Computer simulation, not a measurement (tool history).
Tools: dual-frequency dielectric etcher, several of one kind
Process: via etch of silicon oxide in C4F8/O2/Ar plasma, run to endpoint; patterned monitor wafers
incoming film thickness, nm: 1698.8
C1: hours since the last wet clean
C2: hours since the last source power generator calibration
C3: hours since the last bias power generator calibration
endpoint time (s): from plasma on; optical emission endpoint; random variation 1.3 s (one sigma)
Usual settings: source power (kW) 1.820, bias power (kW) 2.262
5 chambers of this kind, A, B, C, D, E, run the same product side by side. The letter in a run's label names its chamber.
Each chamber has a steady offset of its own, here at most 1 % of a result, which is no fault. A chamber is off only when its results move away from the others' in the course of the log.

At hour 4.5: chamber B: wet clean of the chamber.
Run 1A, hour 7.5: usual settings; C1 319.8; C2 4146.9; C3 3142.9. Result: endpoint time (s) 332.55.
Run 2B, hour 19.1: usual settings; C1 14.6; C2 1546.0; C3 219.7. Result: endpoint time (s) 336.16.
Run 3D, hour 25.5: usual settings; C1 190.6; C2 2593.7; C3 889.5. Result: endpoint time (s) 339.42.
Run 4C, hour 36.3: usual settings; C1 204.1; C2 1786.7; C3 150.9. Result: endpoint time (s) 333.26.
Run 5E, hour 48.6: usual settings; C1 326.5; C2 2347.2; C3 4016.1. Result: endpoint time (s) 337.70.
Run 6B, hour 60.5: usual settings but source power (kW) 1.380; C1 56.0; C2 1587.4; C3 261.1. Result: endpoint time (s) 378.77.
Run 7A, hour 68.9: usual settings but source power (kW) 1.380; C1 381.2; C2 4208.3; C3 3204.3. Result: endpoint time (s) 370.91.
Run 8E, hour 79.6: usual settings but source power (kW) 1.380; C1 357.5; C2 2378.2; C3 4047.1. Result: endpoint time (s) 374.82.
Run 9D, hour 87.0: usual settings but source power (kW) 1.380; C1 252.1; C2 2655.2; C3 951.0. Result: endpoint time (s) 377.64.
Run 10C, hour 97.8: usual settings but source power (kW) 1.380; C1 265.6; C2 1848.2; C3 212.4. Result: endpoint time (s) 370.97.
At hour 99.6: chamber E: wet clean of the chamber.
At hour 100.1: chamber E: bias power generator calibrated.
Run 11D, hour 103.7: usual settings; C1 268.8; C2 2671.9; C3 967.7. Result: endpoint time (s) 337.55.
Run 12A, hour 112.7: usual settings; C1 425.0; C2 4252.1; C3 3248.1. Result: endpoint time (s) 333.46.
At hour 119.5: chamber A: wet clean of the chamber.
Run 13E, hour 123.7: usual settings; C1 24.1; C2 2422.3; C3 23.7. Result: endpoint time (s) 336.91.
Run 14B, hour 130.3: usual settings; C1 125.8; C2 1657.2; C3 330.9. Result: endpoint time (s) 333.77.
Run 15C, hour 141.7: usual settings; C1 309.5; C2 1892.1; C3 256.3. Result: endpoint time (s) 331.54.
Run 16D, hour 150.4: usual settings; C1 315.5; C2 2718.6; C3 1014.4. Result: endpoint time (s) 334.33.
Run 17C, hour 159.7: usual settings; C1 327.5; C2 1910.1; C3 274.3. Result: endpoint time (s) 330.21.
Run 18E, hour 168.4: usual settings; C1 68.8; C2 2467.0; C3 68.4. Result: endpoint time (s) 336.16.
At hour 175.9: chamber E: source power generator calibrated.
Run 19B, hour 181.1: usual settings; C1 176.6; C2 1708.0; C3 381.7. Result: endpoint time (s) 336.50.
Run 20A, hour 191.5: usual settings; C1 72.0; C2 4330.9; C3 3326.9. Result: endpoint time (s) 333.40.
Run 21D, hour 199.9: usual settings; C1 365.0; C2 2768.1; C3 1063.9. Result: endpoint time (s) 329.56.
Run 22B, hour 207.3: usual settings but bias power (kW) 2.739; C1 202.8; C2 1734.2; C3 407.9. Result: endpoint time (s) 315.78.
Run 23E, hour 212.9: usual settings but bias power (kW) 2.739; C1 113.3; C2 37.0; C3 112.9. Result: endpoint time (s) 318.98.
Run 24C, hour 219.8: usual settings but bias power (kW) 2.739; C1 387.6; C2 1970.2; C3 334.4. Result: endpoint time (s) 312.84.
Run 25A, hour 227.3: usual settings but bias power (kW) 2.739; C1 107.8; C2 4366.7; C3 3362.7. Result: endpoint time (s) 315.75.
Run 26D, hour 233.0: usual settings but bias power (kW) 2.739; C1 398.1; C2 2801.2; C3 1097.0. Result: endpoint time (s) 307.48.
Run 27B, hour 241.7: usual settings; C1 237.2; C2 1768.6; C3 442.3. Result: endpoint time (s) 336.23.
Run 28C, hour 247.4: usual settings; C1 415.2; C2 1997.8; C3 362.0. Result: endpoint time (s) 332.63.
Run 29A, hour 254.6: usual settings but source power (kW) 1.970; C1 135.1; C2 4394.0; C3 3390.0. Result: endpoint time (s) 323.83.
Run 30E, hour 263.7: usual settings but source power (kW) 1.970; C1 164.1; C2 87.8; C3 163.7. Result: endpoint time (s) 330.25.
Run 31A, hour 276.5: usual settings but source power (kW) 1.970; C1 157.0; C2 4415.9; C3 3411.9. Result: endpoint time (s) 321.41.
Run 32D, hour 287.5: usual settings but source power (kW) 1.970; C1 452.6; C2 2855.7; C3 1151.5. Result: endpoint time (s) 312.07.

Is one chamber off against the others, does the gauge drift, or is nothing wrong? If a chamber is off, say which, and what the likeliest cause is.

Chamber D drifts away from the others.
Cause: etch rate over this chamber's usual, % = 5.17.

Here are 4 candidates for chamber D's next run, each the usual settings with a change, their results left as question marks. Which one brings its results back in line with what the others give on the usual settings?
In line means no further than this from the other chambers' mean on the usual settings: endpoint time (s) 4.40
Run 33D-1, hour 296.9: usual settings but source power (kW) 2.020. Result: endpoint time (s) ?.
Run 33D-2, hour 296.9: usual settings but source power (kW) 1.690, bias power (kW) 2.142. Result: endpoint time (s) ?.
Run 33D-3, hour 296.9: usual settings but source power (kW) 2.230. Result: endpoint time (s) ?.
Run 33D-4, hour 296.9: usual settings but source power (kW) 1.580, bias power (kW) 2.040. Result: endpoint time (s) ?.

The other chambers' mean on the usual settings: endpoint time (s) 335.31
  run  endpoint time (s)
33D-1             308.01
33D-2             335.85
33D-3             296.16
33D-4             349.87
33D-2 brings the chamber back in line.
